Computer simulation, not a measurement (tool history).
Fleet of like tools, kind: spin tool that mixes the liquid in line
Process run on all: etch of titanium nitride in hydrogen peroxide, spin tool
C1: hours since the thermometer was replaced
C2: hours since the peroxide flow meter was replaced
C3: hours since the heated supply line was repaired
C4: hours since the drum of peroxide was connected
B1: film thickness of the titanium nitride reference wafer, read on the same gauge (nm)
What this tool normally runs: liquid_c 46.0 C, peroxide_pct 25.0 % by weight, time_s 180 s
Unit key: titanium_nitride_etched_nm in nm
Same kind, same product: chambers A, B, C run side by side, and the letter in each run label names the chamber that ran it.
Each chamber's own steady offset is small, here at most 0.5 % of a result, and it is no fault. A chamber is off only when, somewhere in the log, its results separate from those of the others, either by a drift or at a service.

Run 1C, hour 11.3: usual settings; C1 746.0; C2 1748.0; C3 387.4; C4 202.3; B1 60.005. Result: titanium_nitride_etched_nm 7.8275 nm.
Run 2A, hour 23.4: usual settings; C1 1737.1; C2 541.9; C3 2064.7; C4 248.2; B1 59.992. Result: titanium_nitride_etched_nm 7.8613 nm.
Run 3B, hour 35.4: usual settings; C1 1439.3; C2 348.1; C3 2478.0; C4 566.0; B1 60.004. Result: titanium_nitride_etched_nm 7.8345 nm.
Run 4C, hour 41.8: usual settings; C1 776.5; C2 1778.5; C3 417.9; C4 232.8; B1 60.001. Result: titanium_nitride_etched_nm 7.8301 nm.
Run 5B, hour 53.7: usual settings; C1 1457.6; C2 366.4; C3 2496.3; C4 584.3; B1 59.993. Result: titanium_nitride_etched_nm 7.8600 nm.
Run 6A, hour 66.0: usual settings but peroxide_pct 21.5 % by weight; C1 1779.7; C2 584.5; C3 2107.3; C4 290.8; B1 60.016. Result: titanium_nitride_etched_nm 7.5240 nm.
Run 7B, hour 77.7: usual settings but peroxide_pct 21.5 % by weight; C1 1481.6; C2 390.4; C3 2520.3; C4 608.3; B1 59.996. Result: titanium_nitride_etched_nm 7.5937 nm.
Run 8A, hour 89.5: usual settings but peroxide_pct 21.5 % by weight; C1 1803.2; C2 608.0; C3 2130.8; C4 314.3; B1 59.991. Result: titanium_nitride_etched_nm 7.5889 nm.
At hour 90.1: chamber A: thermometer replaced.
Run 9C, hour 98.1: usual settings; C1 832.8; C2 1834.8; C3 474.2; C4 289.1; B1 60.009. Result: titanium_nitride_etched_nm 7.7682 nm.
Run 10C, hour 105.0: usual settings; C1 839.7; C2 1841.7; C3 481.1; C4 296.0; B1 60.013. Result: titanium_nitride_etched_nm 7.8353 nm.
Run 11A, hour 116.1: usual settings; C1 26.0; C2 634.6; C3 2157.4; C4 340.9; B1 60.003. Result: titanium_nitride_etched_nm 7.8303 nm.
Run 12B, hour 128.6: usual settings; C1 1532.5; C2 441.3; C3 2571.2; C4 659.2; B1 59.973. Result: titanium_nitride_etched_nm 7.9879 nm.
Run 13A, hour 138.3: usual settings; C1 48.2; C2 656.8; C3 2179.6; C4 363.1; B1 60.014. Result: titanium_nitride_etched_nm 7.8306 nm.
Run 14B, hour 150.4: usual settings; C1 1554.3; C2 463.1; C3 2593.0; C4 681.0; B1 59.972. Result: titanium_nitride_etched_nm 8.0635 nm.
Run 15C, hour 160.1: usual settings; C1 894.8; C2 1896.8; C3 536.2; C4 351.1; B1 60.006. Result: titanium_nitride_etched_nm 7.8172 nm.
Run 16B, hour 169.5: usual settings; C1 1573.4; C2 482.2; C3 2612.1; C4 700.1; B1 60.003. Result: titanium_nitride_etched_nm 8.1959 nm.
Run 17C, hour 178.5: usual settings; C1 913.2; C2 1915.2; C3 554.6; C4 369.5; B1 60.000. Result: titanium_nitride_etched_nm 7.8234 nm.
Run 18A, hour 184.9: usual settings; C1 94.8; C2 703.4; C3 2226.2; C4 409.7; B1 60.014. Result: titanium_nitride_etched_nm 7.8780 nm.
Run 19B, hour 194.7: usual settings but liquid_c 39.0 C; C1 1598.6; C2 507.4; C3 2637.3; C4 725.3; B1 60.005. Result: titanium_nitride_etched_nm 4.8834 nm.
At hour 196.3: chamber A: peroxide flow meter replaced.
Run 20C, hour 201.2: usual settings but liquid_c 39.0 C; C1 935.9; C2 1937.9; C3 577.3; C4 392.2; B1 60.016. Result: titanium_nitride_etched_nm 4.5598 nm.
Run 21A, hour 212.3: usual settings but liquid_c 39.0 C; C1 122.2; C2 16.1; C3 2253.6; C4 437.1; B1 60.009. Result: titanium_nitride_etched_nm 4.5500 nm.

Decide between three cases: one chamber stands off from its peers, the gauge reading all wafers drifts, or nothing is wrong past each chamber's small offset. Where a chamber is off, say which and what most likely put it there.

Little by little, chamber B moves away from the other chambers.
Likeliest cause: liquid hotter than its thermometer reads (K) = 0.861.

Below are 4 candidate recipes for chamber B's next run, each the usual settings with a change, their results shown as question marks. Which of them brings B's results back in line with what the other chambers give on the usual settings?
Allowed miss from the other chambers' usual-settings mean, per result, to count as in line: titanium_nitride_etched_nm 0.1100 nm
Run 22B-1, hour 221.5: usual settings but peroxide_pct 18.5 % by weight. Result: titanium_nitride_etched_nm ?.
Run 22B-2, hour 221.5: usual settings but liquid_c 44.5 C. Result: titanium_nitride_etched_nm ?.
Run 22B-3, hour 221.5: usual settings but time_s 200 s. Result: titanium_nitride_etched_nm ?.
Run 22B-4, hour 221.5: usual settings but liquid_c 46.5 C, time_s 185 s. Result: titanium_nitride_etched_nm ?.

Average result of the remaining chambers running the usual settings: titanium_nitride_etched_nm 7.8462 nm
  run  titanium_nitride_etched_nm
22B-1                      7.8637
22B-2                      7.4962
22B-3                      9.3138
22B-4                      8.9380
22B-1 is the one that brings the chamber's results back in line with the other chambers.
